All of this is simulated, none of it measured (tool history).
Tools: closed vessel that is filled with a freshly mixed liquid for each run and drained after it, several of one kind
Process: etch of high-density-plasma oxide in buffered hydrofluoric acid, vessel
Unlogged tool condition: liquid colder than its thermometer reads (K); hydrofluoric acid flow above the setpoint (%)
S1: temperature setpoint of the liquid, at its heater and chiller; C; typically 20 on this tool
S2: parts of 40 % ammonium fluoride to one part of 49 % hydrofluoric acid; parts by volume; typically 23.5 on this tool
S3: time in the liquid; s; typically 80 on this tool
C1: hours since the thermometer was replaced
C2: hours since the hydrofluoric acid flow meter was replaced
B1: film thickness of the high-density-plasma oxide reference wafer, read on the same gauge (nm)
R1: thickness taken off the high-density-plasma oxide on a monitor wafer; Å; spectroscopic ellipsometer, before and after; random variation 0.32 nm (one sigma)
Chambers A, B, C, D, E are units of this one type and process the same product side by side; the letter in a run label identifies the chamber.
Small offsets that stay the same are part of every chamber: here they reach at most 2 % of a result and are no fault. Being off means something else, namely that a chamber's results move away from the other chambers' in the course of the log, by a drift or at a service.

| run | hour | S1 | S2 | S3 | C1 | C2 | B1 | R1 |
|---|---|---|---|---|---|---|---|---|
| 1B | 2.5 | 20 | 23.5 | 80 | 45.7 | 1095.6 | 29.984 | 366.19 |
| 2E | 5.6 | 20 | 23.5 | 80 | 1009.3 | 1434.0 | 30.013 | 364.36 |
| 3A | 8.5 | 20 | 23.5 | 80 | 717.4 | 1398.9 | 30.038 | 366.35 |
| 4D | 10.7 | 20 | 23.5 | 80 | 1023.1 | 930.0 | 29.972 | 357.00 |
| 5C | 13.1 | 20 | 23.5 | 80 | 238.2 | 1390.9 | 29.993 | 359.50 |
| 6E | 15.8 | 20 | 23.5 | 80 | 1019.5 | 1444.2 | 30.014 | 367.15 |
| 7D | 19.7 | 20 | 23.5 | 80 | 1032.1 | 939.0 | 30.012 | 361.79 |
| 8B | 23.4 | 20 | 23.5 | 80 | 66.6 | 1116.5 | 30.013 | 367.81 |
| 9C | 27.1 | 20 | 23.5 | 80 | 252.2 | 1404.9 | 30.003 | 355.81 |
| 10A | 31.1 | 20 | 23.5 | 115 | 740.0 | 1421.5 | 29.963 | 520.50 |
| 11A | 35.7 | 20 | 23.5 | 115 | 744.6 | 1426.1 | 29.990 | 522.25 |
|  | 39.6 | chamber C: hydrofluoric acid flow meter replaced |
| 12B | 40.6 | 20 | 23.5 | 115 | 83.8 | 1133.7 | 29.997 | 528.42 |
| 13E | 45.2 | 20 | 23.5 | 115 | 1048.9 | 1473.6 | 30.020 | 527.72 |
| 14C | 49.8 | 20 | 23.5 | 115 | 274.9 | 10.3 | 29.940 | 514.31 |
| 15D | 53.4 | 18 | 19.5 | 80 | 1065.8 | 972.7 | 29.956 | 368.16 |
| 16E | 56.6 | 18 | 19.5 | 80 | 1060.3 | 1485.0 | 29.992 | 374.68 |
| 17B | 59.9 | 18 | 19.5 | 80 | 103.1 | 1153.0 | 30.004 | 385.18 |
| 18D | 63.7 | 18 | 19.5 | 80 | 1076.1 | 983.0 | 29.952 | 369.15 |
| 19C | 67.6 | 18 | 19.5 | 80 | 292.7 | 28.1 | 30.013 | 365.31 |
| 20A | 70.4 | 20 | 23.5 | 80 | 779.3 | 1460.8 | 29.974 | 366.01 |
| 21E | 74.3 | 20 | 23.5 | 80 | 1078.0 | 1502.7 | 30.057 | 371.58 |
| 22D | 76.7 | 20 | 23.5 | 80 | 1089.1 | 996.0 | 29.985 | 355.03 |
| 23A | 79.2 | 20 | 23.5 | 80 | 788.1 | 1469.6 | 30.023 | 364.43 |
| 24B | 81.7 | 20 | 23.5 | 80 | 124.9 | 1174.8 | 29.992 | 374.21 |
| 25C | 85.2 | 20 | 23.5 | 80 | 310.3 | 45.7 | 30.039 | 357.00 |
| 26B | 89.2 | 20 | 23.5 | 80 | 132.4 | 1182.3 | 30.001 | 371.72 |
| 27C | 94.0 | 20 | 15.0 | 40 | 319.1 | 54.5 | 29.976 | 262.36 |
| 28D | 98.4 | 20 | 15.0 | 40 | 1110.8 | 1017.7 | 29.978 | 269.91 |
| 29A | 102.0 | 20 | 15.0 | 40 | 810.9 | 1492.4 | 30.016 | 267.02 |
| 30E | 106.3 | 20 | 15.0 | 40 | 1110.0 | 1534.7 | 30.003 | 274.19 |
|  | 107.0 | chamber E: hydrofluoric acid flow meter replaced |
| 31A | 109.4 | 20 | 15.0 | 40 | 818.3 | 1499.8 | 30.010 | 269.89 |
| 32E | 114.3 | 20 | 23.5 | 80 | 1118.0 | 7.4 | 29.971 | 366.18 |
| 33D | 117.1 | 20 | 23.5 | 80 | 1129.5 | 1036.4 | 29.989 | 356.37 |
| 34C | 121.9 | 20 | 23.5 | 80 | 347.0 | 82.4 | 30.028 | 355.06 |

Is one chamber off against the others, does the gauge drift, or is nothing wrong? If a chamber is off, say which, and what the likeliest cause is.

It is chamber B that slowly wanders off from its peers.
Cause: hydrofluoric acid flow above the setpoint (%) = 6.88.
It could be hard to tell apart here from: liquid hotter than its thermometer reads (K).

Here are 4 candidates for chamber B's next run, each the usual settings with a change, their results left as question marks. Which one brings its results back in line with what the others give on the usual settings?
Counts as in line when no further than this from what the other chambers average on the usual settings: R1 11.00 Å
| 35B-1 | 125.5 | 19.0 | 23.5 | 80 |  |  |  | ? |
| 35B-2 | 125.5 | 22.0 | 23.5 | 80 |  |  |  | ? |
| 35B-3 | 125.5 | 19.5 | 24.0 | 75 |  |  |  | ? |
| 35B-4 | 125.5 | 20.0 | 22.0 | 80 |  |  |  | ? |

The other chambers' mean on the usual settings: R1 361.71 Å
| run | R1 |
|---|---|
| 35B-1 | 356.06 |
| 35B-2 | 422.17 |
| 35B-3 | 338.53 |
| 35B-4 | 394.75 |
The right change is 35B-1: it brings the chamber back within the allowed miss of the others.
